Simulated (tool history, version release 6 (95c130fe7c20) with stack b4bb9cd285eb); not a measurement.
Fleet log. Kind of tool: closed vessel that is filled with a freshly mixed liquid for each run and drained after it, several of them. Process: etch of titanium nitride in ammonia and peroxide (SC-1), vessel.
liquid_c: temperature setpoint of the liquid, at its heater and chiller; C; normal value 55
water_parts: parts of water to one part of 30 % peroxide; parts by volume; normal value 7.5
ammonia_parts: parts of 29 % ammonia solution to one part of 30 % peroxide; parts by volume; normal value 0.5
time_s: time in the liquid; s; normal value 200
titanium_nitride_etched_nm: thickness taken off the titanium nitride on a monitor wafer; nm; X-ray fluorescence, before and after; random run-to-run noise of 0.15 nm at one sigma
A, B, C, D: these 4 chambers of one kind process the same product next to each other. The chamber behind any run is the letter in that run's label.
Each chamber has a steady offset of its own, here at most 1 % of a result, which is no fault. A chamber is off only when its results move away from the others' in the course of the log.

run   hour  liquid_c  water_parts  ammonia_parts  time_s  hours since the thermometer was replaced  hours since the ammonia flow meter was replaced  hours since the drum of ammonia solution was connected  read-back film thickness of the titanium nitride reference wafer, read on the same gauge (nm)  titanium_nitride_etched_nm
 1D    4.5        55          7.5            0.5     200                                     585.7                                            807.2                                                   321.4                                                                                         40.009                      17.039
       9.9  -- chamber A: new drum of ammonia solution connected
 2A   14.6        55          7.5            0.5     200                                    1755.5                                            461.7                                                     4.8                                                                                         40.033                      17.623
 3B   24.2        55          7.5            0.5     200                                    1208.1                                            927.2                                                   499.2                                                                                         40.004                      17.282
 4C   32.1        55          7.5            0.5     200                                    1326.3                                           1111.8                                                   204.1                                                                                         40.025                      17.233
 5B   42.5        55          7.5            0.5     200                                    1226.4                                            945.5                                                   517.5                                                                                         40.009                      17.472
 6C   52.1        55          7.5            0.5     200                                    1346.3                                           1131.8                                                   224.1                                                                                         40.003                      17.307
 7A   62.5        55          7.5            0.5     200                                    1803.4                                            509.6                                                    52.7                                                                                         39.970                      17.750
      69.7  -- chamber A: ammonia flow meter replaced
 8D   71.5        55          7.5            0.5     200                                     652.7                                            874.2                                                   388.4                                                                                         40.024                      16.843
 9A   79.1        55          7.5            0.5     200                                    1820.0                                              9.5                                                    69.3                                                                                         40.028                      17.445
10C   88.5        55          7.5            0.5     200                                    1382.7                                           1168.2                                                   260.5                                                                                         39.982                      17.007
11B   97.2        55          7.5            0.5     200                                    1281.1                                           1000.2                                                   572.2                                                                                         39.980                      17.400
12D  102.4        55          7.5            0.5     200                                     683.6                                            905.1                                                   419.3                                                                                         40.009                      16.706
13C  109.2        46          7.5            0.5     305                                    1403.4                                           1188.9                                                   281.2                                                                                         39.990                      13.966
14B  117.4        46          7.5            0.5     305                                    1301.3                                           1020.4                                                   592.4                                                                                         40.004                      14.072
15A  122.9        46          7.5            0.5     305                                    1863.8                                             53.3                                                   113.1                                                                                         39.995                      14.247
16D  133.2        46          7.5            0.5     305                                     714.4                                            935.9                                                   450.1                                                                                         40.030                      13.394
17B  139.6        55          7.5            0.5     200                                    1323.5                                           1042.6                                                   614.6                                                                                         40.031                      17.158
18C  144.6        55          7.5            0.5     200                                    1438.8                                           1224.3                                                   316.6                                                                                         39.983                      17.056
     148.7  -- chamber D: new drum of ammonia solution connected
19A  155.0        55          7.5            0.5     200                                    1895.9                                             85.4                                                   145.2                                                                                         40.039                      17.700
20D  163.0        55          7.5            0.5     200                                     744.2                                            965.7                                                    14.4                                                                                         39.999                      16.085
21B  170.5        55          7.5            0.5     200                                    1354.4                                           1073.5                                                   645.5                                                                                         40.014                      17.511
22A  176.1        55          7.5            0.5     200                                    1917.0                                            106.5                                                   166.3                                                                                         40.008                      17.261
23C  183.8        55          7.5            0.5     200                                    1478.0                                           1263.5                                                   355.8                                                                                         40.011                      17.066
24D  191.2        55         10.0            0.5     200                                     772.4                                            993.9                                                    42.6                                                                                         40.017                      13.737

Predict what each chamber gives when all 4 of them run the settings below next.
25A  198.8        55          7.5            0.5     200                                                                                                                                                                                                                                                                             ?
25B  198.8        55          7.5            0.5     200                                                                                                                                                                                                                                                                             ?
25C  198.8        55          7.5            0.5     200                                                                                                                                                                                                                                                                             ?
25D  198.8        55          7.5            0.5     200                                                                                                                                                                                                                                                                             ?

run  titanium_nitride_etched_nm
25A                      17.500
25B                      17.219
25C                      17.032
25D                      16.265

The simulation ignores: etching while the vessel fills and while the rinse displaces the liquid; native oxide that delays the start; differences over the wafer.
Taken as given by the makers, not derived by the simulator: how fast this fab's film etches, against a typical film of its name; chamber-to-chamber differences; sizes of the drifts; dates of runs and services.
